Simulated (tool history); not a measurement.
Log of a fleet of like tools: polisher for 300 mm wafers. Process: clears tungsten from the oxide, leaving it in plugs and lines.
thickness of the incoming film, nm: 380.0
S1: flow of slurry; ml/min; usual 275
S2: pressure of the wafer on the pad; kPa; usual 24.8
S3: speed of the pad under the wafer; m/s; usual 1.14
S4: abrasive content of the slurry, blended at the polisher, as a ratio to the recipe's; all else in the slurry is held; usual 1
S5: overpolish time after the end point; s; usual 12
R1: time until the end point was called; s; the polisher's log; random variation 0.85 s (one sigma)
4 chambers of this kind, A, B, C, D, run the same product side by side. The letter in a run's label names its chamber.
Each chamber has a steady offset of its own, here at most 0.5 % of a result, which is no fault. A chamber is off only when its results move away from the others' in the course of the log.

run	day	S1	S2	S3	S4	S5	R1
# day 0.475: chamber A: slurry tank refilled with fresh slurry and peroxide
1C	0.488	275	24.8	1.14	1	12	67.099
2D	0.75	275	24.8	1.14	1	12	66.158
# day 0.942: chamber B: slurry blender recalibrated
3A	1.108	275	24.8	1.14	1	12	65.806
4B	1.371	275	24.8	1.14	1	12	66.136
5A	1.9	275	24.8	1.14	1	12	66.257
# day 1.971: chamber C: slurry tank refilled with fresh slurry and peroxide
6D	2.483	275	24.8	1.14	1	12	65.329
7C	3.012	275	24.8	1.14	1	12	65.845
# day 3.188: chamber B: slurry tank refilled with fresh slurry and peroxide
8B	3.525	275	24.8	1.14	1	12	65.25
# day 3.562: chamber A: slurry tank refilled with fresh slurry and peroxide
# day 3.771: chamber D: slurry tank refilled with fresh slurry and peroxide
# day 3.808: chamber B: worn pad replaced by a new one
9D	3.892	275	24.8	1.14	1	12	66.156
10A	4.196	275	24.8	1.14	1	12	67.619
11C	4.525	275	24.8	1.34	1	12	55.532
12B	4.979	275	24.8	1.34	1	12	57.243
# day 5.404: chamber C: slurry tank refilled with fresh slurry and peroxide
13B	5.471	275	24.8	1.34	1	12	56.154
# day 5.542: chamber B: slurry nozzle cleaned
# day 5.725: chamber C: worn pad replaced by a new one
# day 5.788: chamber C: slurry nozzle cleaned
14D	5.879	275	24.8	1.34	1	12	56.034
15A	6.379	275	24.8	1.14	1	12	65.974
# day 6.421: chamber A: slurry tank refilled with fresh slurry and peroxide
# day 6.658: chamber A: worn pad replaced by a new one
# day 6.771: chamber D: worn pad replaced by a new one
16C	6.896	275	24.8	1.14	1	12	65.701
17A	7.196	275	24.8	1.14	1	12	64.664
18C	7.612	275	24.8	1.14	1.25	12	61.376
19D	8.112	275	24.8	1.14	1.25	12	62.493
# day 8.417: chamber C: slurry tank refilled with fresh slurry and peroxide
20B	8.488	275	24.8	1.14	1.25	12	64.021
# day 8.638: chamber C: slurry blender recalibrated
21A	9.071	275	24.8	1.14	1.25	12	63.06
# day 9.162: chamber B: head pressure recalibrated
# day 9.312: chamber A: slurry tank refilled with fresh slurry and peroxide
22C	9.571	275	24.8	1.14	1	12	66.664
# day 10.025: chamber A: slurry blender recalibrated
23B	10.108	275	24.8	1.14	1	12	66.027
24D	10.546	305	29.6	1.14	1	12	54.401
# day 10.833: chamber B: slurry tank refilled with fresh slurry and peroxide
25B	11.038	305	29.6	1.14	1	12	54.062
# day 11.042: chamber D: slurry nozzle cleaned
# day 11.175: chamber B: worn pad replaced by a new one
26C	11.383	305	29.6	1.14	1	12	55.483
# day 11.567: chamber C: slurry tank refilled with fresh slurry and peroxide
27A	11.946	305	29.6	1.14	1	12	54.271
28D	12.433	275	24.8	1.14	1	12	66.438
# day 12.45: chamber D: slurry blender recalibrated
# day 12.496: chamber C: worn pad replaced by a new one
# day 12.7: chamber D: slurry tank refilled with fresh slurry and peroxide
# day 12.717: chamber A: slurry tank refilled with fresh slurry and peroxide
29A	12.979	275	24.8	1.14	1	12	65.923
30B	13.525	275	33.1	1.14	1	7	50.232
# day 13.921: chamber A: worn pad replaced by a new one
31D	13.921	275	33.1	1.14	1	7	49.456
32C	14.317	275	33.1	1.14	1	7	49.134
33B	14.688	275	33.1	1.14	1	7	48.177
# day 14.867: chamber C: slurry tank refilled with fresh slurry and peroxide
34D	14.975	275	24.8	1.14	1	12	64.724
35C	15.342	275	24.8	1.14	1	12	65.29
36A	15.675	275	24.8	1.14	1	12	66.209

Next, every chamber runs the same settings. What will each give?
37A	16.096	275	24.8	0.8	1	12	?
37B	16.096	275	24.8	0.8	1	12	?
37C	16.096	275	24.8	0.8	1	12	?
37D	16.096	275	24.8	0.8	1	12	?

run	R1
37A	93.323
37B	92.365
37C	94.913
37D	94.212
